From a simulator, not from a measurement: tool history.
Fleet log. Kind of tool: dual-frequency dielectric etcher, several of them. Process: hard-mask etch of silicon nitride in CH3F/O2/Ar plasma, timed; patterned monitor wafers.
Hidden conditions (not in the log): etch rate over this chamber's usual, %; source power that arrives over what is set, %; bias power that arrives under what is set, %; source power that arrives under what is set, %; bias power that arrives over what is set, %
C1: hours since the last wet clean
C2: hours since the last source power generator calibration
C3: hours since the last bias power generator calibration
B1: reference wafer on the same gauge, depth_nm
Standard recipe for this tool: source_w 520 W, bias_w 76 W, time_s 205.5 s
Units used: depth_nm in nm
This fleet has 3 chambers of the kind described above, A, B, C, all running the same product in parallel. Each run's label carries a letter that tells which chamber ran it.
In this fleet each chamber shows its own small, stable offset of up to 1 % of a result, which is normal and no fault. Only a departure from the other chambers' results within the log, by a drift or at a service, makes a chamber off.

Run 1A, day 0.288: usual settings; C1 274.6; C2 2180.6; C3 2891.1; B1 144.05. Result: depth_nm 161.74 nm.
At day 0.354: chamber C: wet clean of the chamber.
Run 2B, day 0.538: usual settings; C1 158.8; C2 630.4; C3 1599.3; B1 144.06. Result: depth_nm 163.10 nm.
Run 3C, day 0.779: usual settings; C1 10.2; C2 1238.4; C3 1295.8; B1 144.07. Result: depth_nm 161.96 nm.
Run 4B, day 1.012: usual settings; C1 170.2; C2 641.8; C3 1610.7; B1 144.06. Result: depth_nm 163.31 nm.
Run 5A, day 1.304: usual settings; C1 299.0; C2 2205.0; C3 2915.5; B1 144.14. Result: depth_nm 162.06 nm.
Run 6C, day 1.496: usual settings but source_w 600 W; C1 27.4; C2 1255.6; C3 1313.0; B1 144.19. Result: depth_nm 171.65 nm.
Run 7B, day 1.750: usual settings but source_w 600 W; C1 187.9; C2 659.5; C3 1628.4; B1 144.12. Result: depth_nm 172.10 nm.
Run 8C, day 1.942: usual settings but source_w 600 W; C1 38.1; C2 1266.3; C3 1323.7; B1 144.16. Result: depth_nm 171.43 nm.
Run 9A, day 2.271: usual settings but time_s 235.5 s; C1 322.2; C2 2228.2; C3 2938.7; B1 144.24. Result: depth_nm 185.89 nm.
Run 10A, day 2.571: usual settings but time_s 235.5 s; C1 329.4; C2 2235.4; C3 2945.9; B1 144.30. Result: depth_nm 185.77 nm.
Run 11C, day 2.804: usual settings but time_s 235.5 s; C1 58.8; C2 1287.0; C3 1344.4; B1 144.26. Result: depth_nm 186.53 nm.
Run 12B, day 3.017: usual settings; C1 218.3; C2 689.9; C3 1658.8; B1 144.22. Result: depth_nm 163.07 nm.
Run 13B, day 3.296: usual settings; C1 225.0; C2 696.6; C3 1665.5; B1 144.29. Result: depth_nm 163.12 nm.
Run 14A, day 3.592: usual settings; C1 353.9; C2 2259.9; C3 2970.4; B1 144.31. Result: depth_nm 162.63 nm.
Run 15C, day 3.775: usual settings; C1 82.1; C2 1310.3; C3 1367.7; B1 144.35. Result: depth_nm 163.08 nm.
Run 16B, day 3.942: usual settings; C1 240.5; C2 712.1; C3 1681.0; B1 144.34. Result: depth_nm 163.35 nm.
Run 17A, day 4.271: usual settings; C1 370.2; C2 2276.2; C3 2986.7; B1 144.33. Result: depth_nm 162.78 nm.
Run 18C, day 4.542: usual settings; C1 100.5; C2 1328.7; C3 1386.1; B1 144.44. Result: depth_nm 162.85 nm.
Run 19C, day 4.692: usual settings but source_w 640 W, bias_w 70 W; C1 104.1; C2 1332.3; C3 1389.7; B1 144.35. Result: depth_nm 171.69 nm.
Run 20B, day 4.879: usual settings but source_w 640 W, bias_w 70 W; C1 263.0; C2 734.6; C3 1703.5; B1 144.47. Result: depth_nm 172.29 nm.
Run 21A, day 5.050: usual settings but source_w 640 W, bias_w 70 W; C1 388.9; C2 2294.9; C3 3005.4; B1 144.44. Result: depth_nm 171.57 nm.
Run 22A, day 5.242: usual settings; C1 393.5; C2 2299.5; C3 3010.0; B1 144.47. Result: depth_nm 162.41 nm.
Run 23C, day 5.433: usual settings; C1 121.9; C2 1350.1; C3 1407.5; B1 144.47. Result: depth_nm 162.89 nm.
Run 24B, day 5.675: usual settings; C1 282.1; C2 753.7; C3 1722.6; B1 144.53. Result: depth_nm 163.24 nm.
Run 25B, day 6.004: usual settings; C1 290.0; C2 761.6; C3 1730.5; B1 144.56. Result: depth_nm 163.12 nm.
Run 26C, day 6.333: usual settings; C1 143.5; C2 1371.7; C3 1429.1; B1 144.59. Result: depth_nm 162.74 nm.
Run 27A, day 6.483: usual settings but time_s 245.5 s; C1 423.3; C2 2329.3; C3 3039.8; B1 144.56. Result: depth_nm 194.99 nm.
Run 28B, day 6.729: usual settings but time_s 245.5 s; C1 307.4; C2 779.0; C3 1747.9; B1 144.65. Result: depth_nm 195.80 nm.
Run 29A, day 6.958: usual settings but time_s 245.5 s; C1 434.7; C2 2340.7; C3 3051.2; B1 144.64. Result: depth_nm 194.72 nm.
Run 30C, day 7.179: usual settings; C1 163.8; C2 1392.0; C3 1449.4; B1 144.62. Result: depth_nm 163.32 nm.
Run 31C, day 7.408: usual settings; C1 169.3; C2 1397.5; C3 1454.9; B1 144.65. Result: depth_nm 162.81 nm.
Run 32A, day 7.692: usual settings but bias_w 91 W; C1 452.3; C2 2358.3; C3 3068.8; B1 144.66. Result: depth_nm 173.87 nm.
Run 33B, day 7.971: usual settings but bias_w 91 W; C1 337.2; C2 808.8; C3 1777.7; B1 144.69. Result: depth_nm 174.32 nm.
Run 34C, day 8.221: usual settings but bias_w 91 W; C1 188.8; C2 1417.0; C3 1474.4; B1 144.75. Result: depth_nm 173.70 nm.
Run 35A, day 8.550: usual settings; C1 472.9; C2 2378.9; C3 3089.4; B1 144.75. Result: depth_nm 163.13 nm.
Run 36B, day 8.800: usual settings; C1 357.1; C2 828.7; C3 1797.6; B1 144.78. Result: depth_nm 163.56 nm.
Run 37A, day 8.958: usual settings; C1 482.7; C2 2388.7; C3 3099.2; B1 144.81. Result: depth_nm 163.14 nm.

Predict what each chamber gives when all 3 of them run the settings below next.
Run 38A, day 9.196: usual settings but source_w 570 W. Result: depth_nm ?.
Run 38B, day 9.196: usual settings but source_w 570 W. Result: depth_nm ?.
Run 38C, day 9.196: usual settings but source_w 570 W. Result: depth_nm ?.

run  depth_nm
38A    168.42
38B    169.70
38C    168.88
